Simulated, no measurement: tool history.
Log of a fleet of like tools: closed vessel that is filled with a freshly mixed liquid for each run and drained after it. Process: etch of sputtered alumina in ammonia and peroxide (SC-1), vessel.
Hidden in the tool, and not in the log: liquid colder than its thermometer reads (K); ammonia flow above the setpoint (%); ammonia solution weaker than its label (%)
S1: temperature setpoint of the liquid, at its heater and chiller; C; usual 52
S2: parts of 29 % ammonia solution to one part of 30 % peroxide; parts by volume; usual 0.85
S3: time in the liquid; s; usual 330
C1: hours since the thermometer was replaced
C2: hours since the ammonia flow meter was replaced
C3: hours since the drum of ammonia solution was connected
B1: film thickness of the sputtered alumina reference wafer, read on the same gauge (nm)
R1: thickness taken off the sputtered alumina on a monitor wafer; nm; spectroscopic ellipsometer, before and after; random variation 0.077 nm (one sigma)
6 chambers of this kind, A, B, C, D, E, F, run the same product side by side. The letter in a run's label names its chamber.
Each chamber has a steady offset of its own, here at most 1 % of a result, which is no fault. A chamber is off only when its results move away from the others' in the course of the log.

| run | hour | S1 | S2 | S3 | C1 | C2 | C3 | B1 | R1 |
|---|---|---|---|---|---|---|---|---|---|
| 1D | 5.6 | 52 | 0.85 | 330 | 791.2 | 378.1 | 392.1 | 80.010 | 13.4910 |
| 2C | 12.9 | 52 | 0.85 | 330 | 492.0 | 555.2 | 396.0 | 80.001 | 13.3290 |
| 3E | 21.8 | 52 | 0.85 | 330 | 104.9 | 25.9 | 69.7 | 80.003 | 13.2710 |
| 4A | 26.9 | 52 | 0.85 | 330 | 520.3 | 413.0 | 523.5 | 79.993 | 13.2380 |
| 5B | 31.2 | 52 | 0.85 | 330 | 428.1 | 340.3 | 351.5 | 79.992 | 13.4610 |
| 6F | 37.7 | 52 | 0.85 | 330 | 739.5 | 405.0 | 988.2 | 80.000 | 13.3420 |
| 7D | 45.7 | 52 | 0.85 | 330 | 831.3 | 418.2 | 432.2 | 80.002 | 13.5100 |
| 8C | 52.8 | 52 | 0.85 | 330 | 531.9 | 595.1 | 435.9 | 79.996 | 13.2970 |
| 9F | 59.4 | 52 | 0.85 | 330 | 761.2 | 426.7 | 1009.9 | 80.001 | 13.2160 |
| 10E | 64.3 | 52 | 0.85 | 330 | 147.4 | 68.4 | 112.2 | 80.014 | 13.2840 |
| 11A | 69.4 | 52 | 0.85 | 330 | 562.8 | 455.5 | 566.0 | 80.017 | 13.3790 |
| 12B | 75.2 | 52 | 0.85 | 330 | 472.1 | 384.3 | 395.5 | 80.002 | 13.4170 |
| 13C | 82.1 | 55 | 1.05 | 330 | 561.2 | 624.4 | 465.2 | 79.986 | 15.8800 |
| 14D | 89.8 | 55 | 1.05 | 330 | 875.4 | 462.3 | 476.3 | 79.999 | 16.1450 |
| 15E | 96.6 | 55 | 1.05 | 330 | 179.7 | 100.7 | 144.5 | 80.006 | 15.8620 |
| 16A | 106.2 | 55 | 1.05 | 330 | 599.6 | 492.3 | 602.8 | 80.001 | 16.0210 |
| 17B | 113.8 | 55 | 1.05 | 330 | 510.7 | 422.9 | 434.1 | 80.014 | 16.0170 |
| 18F | 118.6 | 55 | 1.05 | 330 | 820.4 | 485.9 | 1069.1 | 80.012 | 15.5230 |
| 19D | 127.3 | 52 | 0.85 | 330 | 912.9 | 499.8 | 513.8 | 79.991 | 13.3680 |
| 20E | 132.1 | 52 | 0.85 | 330 | 215.2 | 136.2 | 180.0 | 80.006 | 13.3660 |
| 21C | 142.1 | 52 | 0.85 | 330 | 621.2 | 684.4 | 525.2 | 80.001 | 13.3280 |
| 22A | 150.4 | 52 | 0.85 | 330 | 643.8 | 536.5 | 647.0 | 80.010 | 13.5770 |
| 23B | 158.7 | 52 | 0.85 | 330 | 555.6 | 467.8 | 479.0 | 80.008 | 13.2890 |
|  | 160.8 | chamber F: new drum of ammonia solution connected |
|  | 163.5 | chamber B: new drum of ammonia solution connected |
| 24F | 165.6 | 52 | 0.85 | 330 | 867.4 | 532.9 | 4.8 | 80.005 | 12.9200 |
| 25F | 174.4 | 52 | 0.85 | 330 | 876.2 | 541.7 | 13.6 | 80.019 | 12.9560 |
| 26E | 180.1 | 52 | 0.85 | 330 | 263.2 | 184.2 | 228.0 | 79.993 | 13.1610 |
|  | 182.3 | chamber F: ammonia flow meter replaced |
| 27D | 186.1 | 43 | 0.85 | 330 | 971.7 | 558.6 | 572.6 | 80.004 | 7.9281 |
| 28C | 192.9 | 43 | 0.85 | 330 | 672.0 | 735.2 | 576.0 | 79.991 | 8.1648 |
| 29B | 202.1 | 43 | 0.85 | 330 | 599.0 | 511.2 | 38.7 | 79.994 | 8.0329 |
| 30A | 209.7 | 43 | 0.85 | 330 | 703.1 | 595.8 | 706.3 | 80.007 | 8.0659 |
| 31C | 219.7 | 43 | 0.85 | 330 | 698.8 | 762.0 | 602.8 | 80.009 | 8.1274 |
| 32F | 227.5 | 43 | 0.85 | 330 | 929.3 | 45.3 | 66.7 | 80.008 | 7.6800 |
| 33A | 237.0 | 52 | 0.85 | 330 | 730.4 | 623.1 | 733.6 | 80.027 | 13.2760 |
| 34D | 246.8 | 52 | 0.85 | 330 | 1032.4 | 619.3 | 633.3 | 79.987 | 13.2920 |
|  | 250.4 | chamber E: new drum of ammonia solution connected |
| 35E | 251.3 | 52 | 0.85 | 330 | 334.4 | 255.4 | 1.0 | 79.993 | 13.2230 |
| 36B | 261.3 | 52 | 0.85 | 330 | 658.2 | 570.4 | 97.9 | 80.008 | 13.4050 |

All 6 chambers run these settings next. Forecast each chamber's results:
| 37A | 268.6 | 52 | 0.85 | 270 |  |  |  |  | ? |
| 37B | 268.6 | 52 | 0.85 | 270 |  |  |  |  | ? |
| 37C | 268.6 | 52 | 0.85 | 270 |  |  |  |  | ? |
| 37D | 268.6 | 52 | 0.85 | 270 |  |  |  |  | ? |
| 37E | 268.6 | 52 | 0.85 | 270 |  |  |  |  | ? |
| 37F | 268.6 | 52 | 0.85 | 270 |  |  |  |  | ? |

| run | R1 |
|---|---|
| 37A | 10.9100 |
| 37B | 10.9130 |
| 37C | 10.8600 |
| 37D | 11.0390 |
| 37E | 10.9250 |
| 37F | 10.1680 |
